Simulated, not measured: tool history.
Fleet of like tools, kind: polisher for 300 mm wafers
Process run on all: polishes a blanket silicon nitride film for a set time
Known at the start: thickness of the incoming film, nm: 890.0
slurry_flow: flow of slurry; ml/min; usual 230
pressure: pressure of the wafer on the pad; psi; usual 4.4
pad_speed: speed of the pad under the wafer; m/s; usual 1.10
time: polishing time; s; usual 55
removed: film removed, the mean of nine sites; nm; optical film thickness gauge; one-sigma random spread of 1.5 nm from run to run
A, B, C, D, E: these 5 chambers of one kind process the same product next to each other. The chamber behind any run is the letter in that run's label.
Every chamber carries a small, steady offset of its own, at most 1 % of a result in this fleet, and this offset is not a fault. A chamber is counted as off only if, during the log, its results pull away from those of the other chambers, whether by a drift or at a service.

| run | day | slurry_flow | pressure | pad_speed | time | wafers polished on this pad | hours since the slurry nozzle was cleaned | hours since the head pressure was calibrated | removed |
|---|---|---|---|---|---|---|---|---|---|
| 1A | 0.258 | 230 | 4.4 | 1.10 | 55 | 499 | 46.7 | 87.0 | 114.700 |
| 2D | 0.429 | 230 | 4.4 | 1.10 | 55 | 1033 | 755.8 | 962.5 | 111.650 |
| 3E | 0.583 | 230 | 4.4 | 1.10 | 55 | 898 | 504.2 | 85.2 | 110.460 |
|  | 0.896 | chamber A: worn pad replaced by a new one |
| 4B | 0.896 | 230 | 4.4 | 1.10 | 55 | 1014 | 227.6 | 320.6 | 113.800 |
|  | 0.900 | chamber C: worn pad replaced by a new one |
|  | 0.967 | chamber D: worn pad replaced by a new one |
| 5C | 1.042 | 230 | 5.7 | 1.10 | 47 | 38 | 597.8 | 316.0 | 125.930 |
| 6E | 1.250 | 230 | 5.7 | 1.10 | 47 | 1074 | 520.2 | 101.2 | 123.250 |
| 7C | 1.408 | 230 | 5.7 | 1.10 | 47 | 135 | 606.6 | 324.8 | 123.950 |
| 8A | 1.650 | 230 | 5.7 | 1.10 | 47 | 200 | 80.1 | 120.4 | 124.270 |
|  | 1.671 | chamber D: slurry nozzle cleaned |
|  | 1.675 | chamber C: slurry nozzle cleaned |
| 9B | 1.829 | 230 | 5.7 | 1.10 | 47 | 1260 | 250.0 | 343.0 | 127.210 |
|  | 1.942 | chamber B: worn pad replaced by a new one |
| 10D | 2.083 | 185 | 4.4 | 1.10 | 71 | 296 | 9.9 | 1002.2 | 142.730 |
| 11D | 2.375 | 185 | 4.4 | 1.10 | 71 | 373 | 16.9 | 1009.2 | 139.280 |
| 12A | 2.662 | 185 | 4.4 | 1.10 | 71 | 468 | 104.4 | 144.7 | 140.430 |
| 13C | 2.838 | 185 | 4.4 | 1.10 | 71 | 513 | 28.0 | 359.1 | 144.480 |
|  | 2.979 | chamber E: slurry nozzle cleaned |
| 14B | 3.012 | 185 | 4.4 | 1.10 | 71 | 283 | 278.4 | 371.4 | 144.940 |
| 15E | 3.212 | 230 | 4.4 | 1.10 | 55 | 1593 | 5.7 | 148.3 | 111.210 |
|  | 3.258 | chamber A: worn pad replaced by a new one |
| 16E | 3.512 | 230 | 4.4 | 1.10 | 55 | 1673 | 12.9 | 155.5 | 109.650 |
| 17D | 3.808 | 230 | 4.4 | 1.10 | 55 | 752 | 51.3 | 1043.6 | 111.780 |
| 18A | 3.983 | 180 | 4.4 | 0.98 | 55 | 191 | 136.1 | 176.4 | 100.490 |
| 19C | 4.262 | 180 | 4.4 | 0.98 | 55 | 890 | 62.2 | 393.3 | 99.972 |
| 20B | 4.483 | 180 | 4.4 | 0.98 | 55 | 672 | 313.7 | 406.7 | 100.780 |
| 21E | 4.667 | 180 | 4.4 | 0.98 | 55 | 1978 | 40.6 | 183.2 | 96.188 |
|  | 4.679 | chamber C: worn pad replaced by a new one |
| 22C | 4.917 | 180 | 4.4 | 0.98 | 55 | 63 | 77.9 | 409.0 | 101.340 |
|  | 5.196 | chamber D: worn pad replaced by a new one |
| 23D | 5.196 | 230 | 4.4 | 1.10 | 55 | 0 | 84.6 | 1076.9 | 111.790 |
| 24A | 5.333 | 230 | 4.4 | 1.10 | 55 | 548 | 168.5 | 208.8 | 113.990 |
| 25B | 5.517 | 230 | 4.4 | 1.10 | 55 | 945 | 338.5 | 431.5 | 112.870 |
| 26C | 5.779 | 230 | 4.4 | 1.10 | 55 | 291 | 98.6 | 429.7 | 115.480 |
| 27D | 5.929 | 230 | 4.4 | 1.10 | 55 | 194 | 102.2 | 1094.5 | 111.190 |
|  | 6.104 | chamber A: worn pad replaced by a new one |
| 28E | 6.183 | 230 | 4.4 | 1.10 | 55 | 2379 | 77.0 | 219.6 | 105.800 |
| 29A | 6.354 | 230 | 4.4 | 1.10 | 55 | 66 | 193.0 | 233.3 | 113.860 |
| 30B | 6.504 | 230 | 4.4 | 1.10 | 55 | 1206 | 362.2 | 455.2 | 115.440 |
| 31B | 6.729 | 265 | 4.4 | 1.10 | 49 | 1266 | 367.6 | 460.6 | 102.300 |
| 32D | 6.917 | 265 | 4.4 | 1.10 | 49 | 455 | 125.9 | 1118.2 | 102.350 |
| 33A | 7.204 | 265 | 4.4 | 1.10 | 49 | 290 | 213.4 | 253.7 | 99.964 |
| 34E | 7.483 | 265 | 4.4 | 1.10 | 49 | 2723 | 108.2 | 250.8 | 95.740 |
| 35C | 7.729 | 265 | 4.4 | 1.10 | 49 | 806 | 145.4 | 476.5 | 103.520 |
| 36E | 8.025 | 230 | 4.4 | 1.10 | 55 | 2866 | 121.2 | 263.8 | 102.030 |

Does one chamber stand apart from the rest, does the shared gauge drift, or is all well apart from small per-chamber offsets? Give the chamber and the most likely cause, where there is one.

One chamber, E, drifts off from the rest bit by bit.
Likeliest cause: removal rate lost through wear of the pad, % = 7.38.
With only this log, it may be confused with: slurry flow missing at the pad, %; head's pressure below its setpoint, %.

Here are 4 candidates for chamber E's next run, each the usual settings with a change, their results left as question marks. Which one brings its results back in line with what the others give on the usual settings?
In-line tolerance around the mean of the other chambers on the usual settings: removed 5.400 nm
| 37E-1 | 8.246 | 230 | 4.4 | 1.10 | 50 |  |  |  | ? |
| 37E-2 | 8.246 | 230 | 4.5 | 1.14 | 57 |  |  |  | ? |
| 37E-3 | 8.246 | 230 | 4.4 | 1.34 | 55 |  |  |  | ? |
| 37E-4 | 8.246 | 225 | 4.4 | 1.00 | 49 |  |  |  | ? |

Average result of the remaining chambers running the usual settings: removed 112.940 nm
| run | removed |
|---|---|
| 37E-1 | 93.178 |
| 37E-2 | 111.850 |
| 37E-3 | 120.230 |
| 37E-4 | 84.310 |
37E-2 brings the chamber back in line.
